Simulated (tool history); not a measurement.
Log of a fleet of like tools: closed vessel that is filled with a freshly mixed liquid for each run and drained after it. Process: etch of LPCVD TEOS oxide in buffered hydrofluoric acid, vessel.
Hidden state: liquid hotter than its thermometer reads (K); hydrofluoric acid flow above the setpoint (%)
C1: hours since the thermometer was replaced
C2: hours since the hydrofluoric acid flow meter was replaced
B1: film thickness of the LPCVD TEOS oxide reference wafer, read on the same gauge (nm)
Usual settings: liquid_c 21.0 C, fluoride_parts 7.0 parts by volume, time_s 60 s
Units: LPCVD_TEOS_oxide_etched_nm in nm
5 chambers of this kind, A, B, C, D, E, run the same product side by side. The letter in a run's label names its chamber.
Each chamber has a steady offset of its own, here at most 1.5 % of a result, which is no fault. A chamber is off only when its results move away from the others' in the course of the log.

run 1E day=0.204 | liquid_c=21.0 fluoride_parts=7.0 time_s=60 | C1=1472.6 C2=1476.8 | B1=30.007 | LPCVD_TEOS_oxide_etched_nm=358.09
run 2B day=0.379 | liquid_c=21.0 fluoride_parts=7.0 time_s=60 | C1=1359.9 C2=1261.9 | B1=29.951 | LPCVD_TEOS_oxide_etched_nm=355.57
run 3C day=0.583 | liquid_c=21.0 fluoride_parts=7.0 time_s=60 | C1=1819.1 C2=526.3 | B1=30.028 | LPCVD_TEOS_oxide_etched_nm=357.50
run 4D day=0.738 | liquid_c=21.0 fluoride_parts=7.0 time_s=60 | C1=934.0 C2=333.5 | B1=29.976 | LPCVD_TEOS_oxide_etched_nm=354.97
run 5A day=0.988 | liquid_c=21.0 fluoride_parts=7.0 time_s=60 | C1=766.5 C2=1542.8 | B1=29.980 | LPCVD_TEOS_oxide_etched_nm=356.56
-- day=0.992 chamber B: thermometer replaced
run 6A day=1.192 | liquid_c=21.0 fluoride_parts=7.0 time_s=60 | C1=771.4 C2=1547.7 | B1=29.994 | LPCVD_TEOS_oxide_etched_nm=360.19
run 7C day=1.362 | liquid_c=21.0 fluoride_parts=6.0 time_s=60 | C1=1837.8 C2=545.0 | B1=29.986 | LPCVD_TEOS_oxide_etched_nm=412.03
run 8B day=1.525 | liquid_c=21.0 fluoride_parts=6.0 time_s=60 | C1=12.9 C2=1289.4 | B1=29.979 | LPCVD_TEOS_oxide_etched_nm=404.12
run 9E day=1.746 | liquid_c=21.0 fluoride_parts=6.0 time_s=60 | C1=1509.6 C2=1513.8 | B1=29.978 | LPCVD_TEOS_oxide_etched_nm=410.73
run 10D day=1.962 | liquid_c=21.0 fluoride_parts=6.0 time_s=60 | C1=963.4 C2=362.9 | B1=30.004 | LPCVD_TEOS_oxide_etched_nm=403.95
run 11A day=2.242 | liquid_c=21.0 fluoride_parts=6.0 time_s=60 | C1=796.6 C2=1572.9 | B1=30.018 | LPCVD_TEOS_oxide_etched_nm=416.21
run 12E day=2.462 | liquid_c=21.0 fluoride_parts=7.0 time_s=60 | C1=1526.8 C2=1531.0 | B1=29.986 | LPCVD_TEOS_oxide_etched_nm=359.24
run 13D day=2.725 | liquid_c=21.0 fluoride_parts=7.0 time_s=60 | C1=981.7 C2=381.2 | B1=30.029 | LPCVD_TEOS_oxide_etched_nm=355.19
run 14B day=2.896 | liquid_c=21.0 fluoride_parts=7.0 time_s=35 | C1=45.8 C2=1322.3 | B1=30.008 | LPCVD_TEOS_oxide_etched_nm=208.91
-- day=3.096 chamber A: hydrofluoric acid flow meter replaced
run 15C day=3.183 | liquid_c=21.0 fluoride_parts=7.0 time_s=35 | C1=1881.5 C2=588.7 | B1=30.017 | LPCVD_TEOS_oxide_etched_nm=209.43
run 16A day=3.358 | liquid_c=21.0 fluoride_parts=7.0 time_s=35 | C1=823.4 C2=6.3 | B1=30.016 | LPCVD_TEOS_oxide_etched_nm=210.12
run 17E day=3.633 | liquid_c=21.0 fluoride_parts=7.0 time_s=35 | C1=1554.9 C2=1559.1 | B1=29.984 | LPCVD_TEOS_oxide_etched_nm=209.86
run 18B day=3.833 | liquid_c=21.0 fluoride_parts=7.0 time_s=35 | C1=68.3 C2=1344.8 | B1=29.996 | LPCVD_TEOS_oxide_etched_nm=205.81
run 19C day=4.112 | liquid_c=21.0 fluoride_parts=7.0 time_s=60 | C1=1903.8 C2=611.0 | B1=30.030 | LPCVD_TEOS_oxide_etched_nm=356.68
run 20D day=4.262 | liquid_c=21.0 fluoride_parts=7.0 time_s=60 | C1=1018.6 C2=418.1 | B1=30.024 | LPCVD_TEOS_oxide_etched_nm=370.08
run 21D day=4.404 | liquid_c=21.0 fluoride_parts=7.0 time_s=60 | C1=1022.0 C2=421.5 | B1=29.977 | LPCVD_TEOS_oxide_etched_nm=370.93
run 22E day=4.646 | liquid_c=22.5 fluoride_parts=5.5 time_s=60 | C1=1579.2 C2=1583.4 | B1=30.032 | LPCVD_TEOS_oxide_etched_nm=476.49
run 23C day=4.850 | liquid_c=22.5 fluoride_parts=5.5 time_s=60 | C1=1921.5 C2=628.7 | B1=30.014 | LPCVD_TEOS_oxide_etched_nm=479.89
run 24A day=5.042 | liquid_c=22.5 fluoride_parts=5.5 time_s=60 | C1=863.8 C2=46.7 | B1=30.037 | LPCVD_TEOS_oxide_etched_nm=489.49
run 25B day=5.304 | liquid_c=22.5 fluoride_parts=5.5 time_s=60 | C1=103.6 C2=1380.1 | B1=29.984 | LPCVD_TEOS_oxide_etched_nm=477.63
run 26A day=5.542 | liquid_c=22.5 fluoride_parts=5.5 time_s=60 | C1=875.8 C2=58.7 | B1=29.994 | LPCVD_TEOS_oxide_etched_nm=492.02
run 27E day=5.825 | liquid_c=21.0 fluoride_parts=7.0 time_s=60 | C1=1607.5 C2=1611.7 | B1=29.983 | LPCVD_TEOS_oxide_etched_nm=359.80
run 28D day=6.004 | liquid_c=21.0 fluoride_parts=7.0 time_s=60 | C1=1060.4 C2=459.9 | B1=29.975 | LPCVD_TEOS_oxide_etched_nm=379.94
run 29C day=6.204 | liquid_c=21.0 fluoride_parts=7.0 time_s=60 | C1=1954.0 C2=661.2 | B1=29.988 | LPCVD_TEOS_oxide_etched_nm=362.09
run 30B day=6.475 | liquid_c=21.0 fluoride_parts=7.0 time_s=60 | C1=131.7 C2=1408.2 | B1=29.991 | LPCVD_TEOS_oxide_etched_nm=356.78
run 31C day=6.683 | liquid_c=21.0 fluoride_parts=7.0 time_s=60 | C1=1965.5 C2=672.7 | B1=30.006 | LPCVD_TEOS_oxide_etched_nm=356.69
run 32A day=6.896 | liquid_c=21.0 fluoride_parts=7.0 time_s=60 | C1=908.3 C2=91.2 | B1=30.015 | LPCVD_TEOS_oxide_etched_nm=361.92

Is one chamber off against the others, does the gauge drift, or is nothing wrong? If a chamber is off, say which, and what the likeliest cause is.

Chamber D drifts away from the others.
Cause: liquid hotter than its thermometer reads (K) = 1.39.
The log may not tell that from: hydrofluoric acid flow above the setpoint (%).

Here are 4 candidates for chamber D's next run, each the usual settings with a change, their results left as question marks. Which one brings its results back in line with what the others give on the usual settings?
In line means no further than this from the other chambers' mean on the usual settings: LPCVD_TEOS_oxide_etched_nm 9.60 nm
run 33D-1 day=7.104 | liquid_c=20.5 fluoride_parts=7.0 time_s=60 | LPCVD_TEOS_oxide_etched_nm=?
run 33D-2 day=7.104 | liquid_c=21.0 fluoride_parts=7.0 time_s=65 | LPCVD_TEOS_oxide_etched_nm=?
run 33D-3 day=7.104 | liquid_c=21.5 fluoride_parts=7.0 time_s=60 | LPCVD_TEOS_oxide_etched_nm=?
run 33D-4 day=7.104 | liquid_c=19.5 fluoride_parts=7.0 time_s=60 | LPCVD_TEOS_oxide_etched_nm=?

The other chambers' mean on the usual settings: LPCVD_TEOS_oxide_etched_nm 357.72 nm
run=33D-1 LPCVD_TEOS_oxide_etched_nm=376.99
run=33D-2 LPCVD_TEOS_oxide_etched_nm=419.58
run=33D-3 LPCVD_TEOS_oxide_etched_nm=397.87
run=33D-4 LPCVD_TEOS_oxide_etched_nm=356.87
33D-4 brings the chamber back in line.
